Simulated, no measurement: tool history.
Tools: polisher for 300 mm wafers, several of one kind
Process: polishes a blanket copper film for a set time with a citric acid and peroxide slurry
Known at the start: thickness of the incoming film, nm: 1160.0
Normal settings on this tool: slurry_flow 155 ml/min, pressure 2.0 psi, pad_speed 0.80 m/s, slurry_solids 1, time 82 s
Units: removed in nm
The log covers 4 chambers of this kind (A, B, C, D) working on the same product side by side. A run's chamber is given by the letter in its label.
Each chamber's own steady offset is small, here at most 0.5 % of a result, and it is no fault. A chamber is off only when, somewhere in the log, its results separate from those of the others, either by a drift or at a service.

run,hour,slurry_flow,pressure,pad_speed,slurry_solids,time,removed
# hour 4.8: chamber D: worn pad replaced by a new one
1C,14.3,155,2.0,0.80,1,82,90.700
2B,23.7,155,2.0,0.80,1,82,91.184
# hour 30.1: chamber B: slurry nozzle cleaned
# hour 30.7: chamber C: worn pad replaced by a new one
3D,37.3,155,2.0,0.80,1,82,89.578
4A,45.2,155,2.0,0.80,1,82,91.337
# hour 50.7: chamber B: worn pad replaced by a new one
5A,52.9,155,2.0,0.80,1,82,90.978
# hour 60.2: chamber A: worn pad replaced by a new one
6B,62.1,155,2.0,0.80,1,82,91.622
7D,71.9,155,2.0,0.80,1,82,91.980
# hour 76.0: chamber A: slurry nozzle cleaned
8C,83.0,155,2.0,0.80,1,82,90.243
# hour 89.2: chamber C: worn pad replaced by a new one
9B,89.4,155,2.7,0.80,1,82,120.800
10D,97.3,155,2.7,0.80,1,82,122.530
# hour 98.4: chamber C: head pressure recalibrated
# hour 103.1: chamber B: worn pad replaced by a new one
# hour 105.6: chamber D: worn pad replaced by a new one
11C,108.5,155,2.7,0.80,1,82,120.560
12A,115.9,155,2.7,0.80,1,82,122.190
13D,123.2,155,2.0,0.80,1,82,91.690
# hour 124.3: chamber A: worn pad replaced by a new one
14A,134.2,155,2.0,0.80,1,82,92.130
# hour 138.8: chamber A: slurry blender recalibrated
# hour 141.1: chamber B: slurry blender recalibrated
15C,141.9,155,2.0,0.80,1,82,89.177
# hour 147.2: chamber C: worn pad replaced by a new one
16B,155.7,155,2.0,0.80,1,82,91.886
17D,162.4,155,2.0,0.80,1,82,90.088
# hour 164.7: chamber B: worn pad replaced by a new one
18A,174.2,155,2.0,0.80,1,82,90.799
# hour 180.3: chamber A: worn pad replaced by a new one
19C,186.1,155,2.0,0.80,1,82,89.744
# hour 190.5: chamber D: worn pad replaced by a new one
# hour 194.8: chamber C: worn pad replaced by a new one
# hour 196.2: chamber C: slurry blender recalibrated
20B,198.1,135,2.6,0.80,1,82,114.120
21B,207.6,135,2.6,0.80,1,82,114.570
22D,213.9,135,2.6,0.80,1,82,114.150
# hour 215.8: chamber B: worn pad replaced by a new one
23C,223.0,135,2.6,0.80,1,82,109.130
24A,230.1,155,2.0,0.80,1,82,91.465
25C,237.6,155,2.0,0.80,1,82,86.672
# hour 242.7: chamber C: worn pad replaced by a new one
26B,247.3,155,2.0,0.80,1,82,91.482
# hour 249.3: chamber A: worn pad replaced by a new one
27D,260.3,200,2.0,0.92,1,82,109.080
28A,266.6,200,2.0,0.92,1,82,108.980
29C,275.3,200,2.0,0.92,1,82,103.570

Next, every chamber runs the same settings. What will each give?
30A,285.7,155,2.0,0.80,1,94,?
30B,285.7,155,2.0,0.80,1,94,?
30C,285.7,155,2.0,0.80,1,94,?
30D,285.7,155,2.0,0.80,1,94,?

run,removed
30A,104.310
30B,105.160
30C,97.571
30D,104.620
